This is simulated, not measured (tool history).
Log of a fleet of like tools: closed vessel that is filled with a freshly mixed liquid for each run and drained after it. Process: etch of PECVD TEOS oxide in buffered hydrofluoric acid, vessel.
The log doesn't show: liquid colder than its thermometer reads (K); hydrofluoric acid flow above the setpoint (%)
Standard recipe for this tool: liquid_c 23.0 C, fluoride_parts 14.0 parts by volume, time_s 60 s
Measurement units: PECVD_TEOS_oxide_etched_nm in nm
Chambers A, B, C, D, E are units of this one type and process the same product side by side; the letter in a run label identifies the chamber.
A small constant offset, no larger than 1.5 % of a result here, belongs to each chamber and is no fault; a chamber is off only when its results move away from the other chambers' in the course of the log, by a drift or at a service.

run	hour	liquid_c	fluoride_parts	time_s	hours since the thermometer was replaced	hours since the hydrofluoric acid flow meter was replaced	read-back film thickness of the PECVD TEOS oxide reference wafer, read on the same gauge (nm)	PECVD_TEOS_oxide_etched_nm
1A	6.4	23.0	14.0	60	907.0	100.8	60.013	72.900
2B	13.0	23.0	14.0	60	114.6	1189.9	59.994	72.008
3D	19.5	23.0	14.0	60	1421.4	441.2	60.000	73.178
4E	24.7	23.0	14.0	60	460.9	529.0	59.984	71.862
5C	32.1	23.0	14.0	60	193.8	429.1	60.011	72.863
6D	37.7	23.0	14.0	60	1439.6	459.4	60.005	73.566
7E	45.9	23.0	14.0	60	482.1	550.2	60.016	71.842
8C	51.4	23.0	14.0	60	213.1	448.4	60.003	73.605
9A	60.0	23.0	14.0	60	960.6	154.4	59.988	73.170
10B	64.9	23.0	14.0	60	166.5	1241.8	60.007	71.990
11E	70.9	23.0	14.0	85	507.1	575.2	59.983	103.760
12B	80.0	23.0	14.0	85	181.6	1256.9	60.014	102.030
13C	86.4	23.0	14.0	85	248.1	483.4	60.026	104.370
14A	92.5	23.0	14.0	85	993.1	186.9	59.987	103.330
15D	97.3	23.0	14.0	85	1499.2	519.0	60.006	105.670
16D	101.6	19.5	11.5	60	1503.5	523.3	59.984	74.243
17C	110.5	19.5	11.5	60	272.2	507.5	60.020	74.022
18B	118.7	19.5	11.5	60	220.3	1295.6	60.028	72.759
19E	127.6	19.5	11.5	60	563.8	631.9	59.995	72.058
20A	136.4	19.5	11.5	60	1037.0	230.8	60.001	71.670
21D	142.8	23.0	16.5	60	1544.7	564.5	59.986	65.396
22A	148.9	23.0	16.5	60	1049.5	243.3	59.982	62.740
23B	154.9	23.0	16.5	60	256.5	1331.8	60.007	62.349
24E	161.3	23.0	16.5	60	597.5	665.6	59.980	61.843
25C	169.5	23.0	16.5	60	331.2	566.5	60.008	63.252
26D	175.4	23.0	14.0	60	1577.3	597.1	59.987	77.466
27E	183.8	23.0	14.0	60	620.0	688.1	60.011	72.662
28B	188.4	23.0	14.0	60	290.0	1365.3	60.009	72.695
29A	194.2	23.0	14.0	60	1094.8	288.6	60.015	71.404
30C	202.0	23.0	14.0	60	363.7	599.0	60.006	73.563
31D	208.5	23.0	14.0	60	1610.4	630.2	60.010	78.610
32C	215.2	23.0	14.0	60	376.9	612.2	59.994	74.194
33E	219.8	23.0	14.0	60	656.0	724.1	60.001	72.493
34B	227.9	23.0	14.0	60	329.5	1404.8	59.992	72.321
35A	237.6	23.0	14.0	60	1138.2	332.0	59.988	72.399
36E	246.3	23.0	14.0	60	682.5	750.6	59.968	72.698
37A	255.3	23.0	14.0	60	1155.9	349.7	59.996	73.522

Predict what each chamber gives when all 5 of them run the settings below next.
38A	262.4	20.0	14.0	60				?
38B	262.4	20.0	14.0	60				?
38C	262.4	20.0	14.0	60				?
38D	262.4	20.0	14.0	60				?
38E	262.4	20.0	14.0	60				?

run	PECVD_TEOS_oxide_etched_nm
38A	61.966
38B	60.834
38C	63.586
38D	68.117
38E	62.708

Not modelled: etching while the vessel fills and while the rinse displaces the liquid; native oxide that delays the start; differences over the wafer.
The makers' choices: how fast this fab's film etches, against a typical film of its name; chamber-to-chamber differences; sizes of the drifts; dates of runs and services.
